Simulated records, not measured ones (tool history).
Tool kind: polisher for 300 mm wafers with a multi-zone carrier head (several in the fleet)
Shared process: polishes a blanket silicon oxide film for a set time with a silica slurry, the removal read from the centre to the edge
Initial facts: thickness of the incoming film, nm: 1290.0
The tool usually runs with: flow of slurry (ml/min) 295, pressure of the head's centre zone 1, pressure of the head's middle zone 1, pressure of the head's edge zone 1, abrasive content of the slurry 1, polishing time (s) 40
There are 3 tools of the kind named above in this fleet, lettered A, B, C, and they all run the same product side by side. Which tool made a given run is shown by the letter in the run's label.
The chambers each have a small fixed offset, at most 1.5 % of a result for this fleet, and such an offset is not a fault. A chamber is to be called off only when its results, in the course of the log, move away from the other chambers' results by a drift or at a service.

run,hour,flow of slurry (ml/min),pressure of the head's centre zone,pressure of the head's middle zone,pressure of the head's edge zone,abrasive content of the slurry,polishing time (s),film removed at the wafer's centre (angstrom),film removed at mid-radius (angstrom),film removed at the wafer's edge (angstrom)
1C,5,295,1,1,1,1,40,1765.2,1683.8,1742
# hour 5.9: chamber A: slurry nozzle cleaned
2A,9.9,295,1,1,1,1,40,1747.5,1726.8,1773
3B,14.2,295,1,1,1,1,40,1722.6,1755.8,1736.5
# hour 16.1: chamber A: worn pad replaced by a new one
4A,18.3,295,1,1,1,1,40,1762.5,1769.4,1748.6
# hour 18.6: chamber B: worn pad replaced by a new one
5C,22.6,295,1,1,1,1,40,1781.2,1764,1725.5
6B,26.4,295,1,1,1,1,40,1761.8,1762.4,1722.8
7C,31.7,295,1,1,1,1,40,1771.8,1740.8,1767.7
8B,38.6,350,1,1,1,1,40,1783.3,1770.7,1761.6
9A,46.9,350,1,1,1,1,40,1787,1724.1,1791.9
# hour 50.1: chamber A: worn pad replaced by a new one
# hour 51.4: chamber C: worn pad replaced by a new one
10A,53.2,350,1,1,1,1,40,1751.6,1736.4,1782.7
# hour 58: chamber B: worn pad replaced by a new one
11C,58.5,295,1,1,1,1,40,1764.4,1688.2,1752.7
12B,62.2,295,1,1,1,1,40,1704.3,1731,1747.9
13B,67.7,295,1,1,1,1,40,1741,1744.3,1739.1
14C,72.3,295,1,1,1,1,40,1771.8,1735.2,1746.6
15A,76.1,295,1,1,1,1,40,1703.8,1758,1769.4
# hour 81.3: chamber A: worn pad replaced by a new one
16B,84.1,295,1,1,1,1,40,1762.6,1773.2,1731.7
# hour 91.4: chamber B: worn pad replaced by a new one
17C,91.9,295,1,1,1,1,40,1796.3,1760,1720.4
18A,96,295,1,1,1,1,40,1703.6,1722.9,1800
# hour 98.5: chamber C: centre zone pressure recalibrated
# hour 102.4: chamber C: worn pad replaced by a new one
19B,104.4,295,1,1,1,1,40,1728.4,1784.5,1729.2
20C,109.9,295,1,1,1,1,52,2288.2,2264.9,2253.7
# hour 113: chamber A: worn pad replaced by a new one
21A,114.8,295,1,1,1,1,52,2187.2,2327.7,2256.6
22B,119.5,295,1,1,1,1,52,2262.5,2248.9,2254.9
# hour 125.5: chamber B: worn pad replaced by a new one
23A,126.8,295,1,1,1.04,1,40,1672.4,1713.3,1806
24C,132.8,295,1,1,1.04,1,40,1779.9,1770.5,1780.2
25B,138.5,295,1,1,1.04,1,40,1767.2,1743.6,1748.2
# hour 144: chamber B: slurry nozzle cleaned
26A,144,295,1,1,1,1,40,1605.9,1740.5,1760.4
# hour 149.7: chamber B: centre zone pressure recalibrated
27C,150.8,295,1,1.11,1,1,53,2353.1,2580.5,2320
# hour 154: chamber A: worn pad replaced by a new one
28C,155,295,1,1.11,1,1,53,2364.2,2628.4,2286.1
# hour 161.4: chamber C: worn pad replaced by a new one
# hour 161.8: chamber B: worn pad replaced by a new one
29B,163.2,295,1,1.11,1,1,53,2272.7,2570.6,2286.5
30A,170.8,295,1,1,1,1,40,1579.1,1710.4,1730.6
31C,177.2,295,1,1,1,1,40,1774.8,1745.5,1753.7
32B,183.2,295,1,1,1,1,40,1739.4,1750.3,1776

Does one chamber stand apart from the rest, does the shared gauge drift, or is all well apart from small per-chamber offsets? Give the chamber and the most likely cause, where there is one.

One chamber, A, drifts off from the rest bit by bit.
Most likely cause: centre zone's pressure below its setpoint, % = 9.59.

Below are 4 candidate recipes for chamber A's next run, each the usual settings with a change, their results shown as question marks. Which of them brings A's results back in line with what the other chambers give on the usual settings?
In line means no further than this from the other chambers' mean on the usual settings: film removed at the wafer's centre (angstrom) 63; film removed at mid-radius (angstrom) 90; film removed at the wafer's edge (angstrom) 75
33A-1,189.2,290,0.91,1.01,1.04,1,40,?,?,?
33A-2,189.2,280,0.83,1.02,1.07,1,39,?,?,?
33A-3,189.2,300,1.1,0.98,0.97,1,40,?,?,?
33A-4,189.2,315,1.17,0.96,0.89,1,42,?,?,?

On the usual settings, the other chambers give on average: film removed at the wafer's centre (angstrom) 1751.1; film removed at mid-radius (angstrom) 1745.6; film removed at the wafer's edge (angstrom) 1737.5
run,film removed at the wafer's centre (angstrom),film removed at mid-radius (angstrom),film removed at the wafer's edge (angstrom)
33A-1,1397.3,1757.8,1783.2
33A-2,1221.5,1723.9,1760.2
33A-3,1735.1,1714.2,1724.5
33A-4,1960.3,1774.1,1740.3
33A-3 is the one that brings the chamber's results back in line with the other chambers.
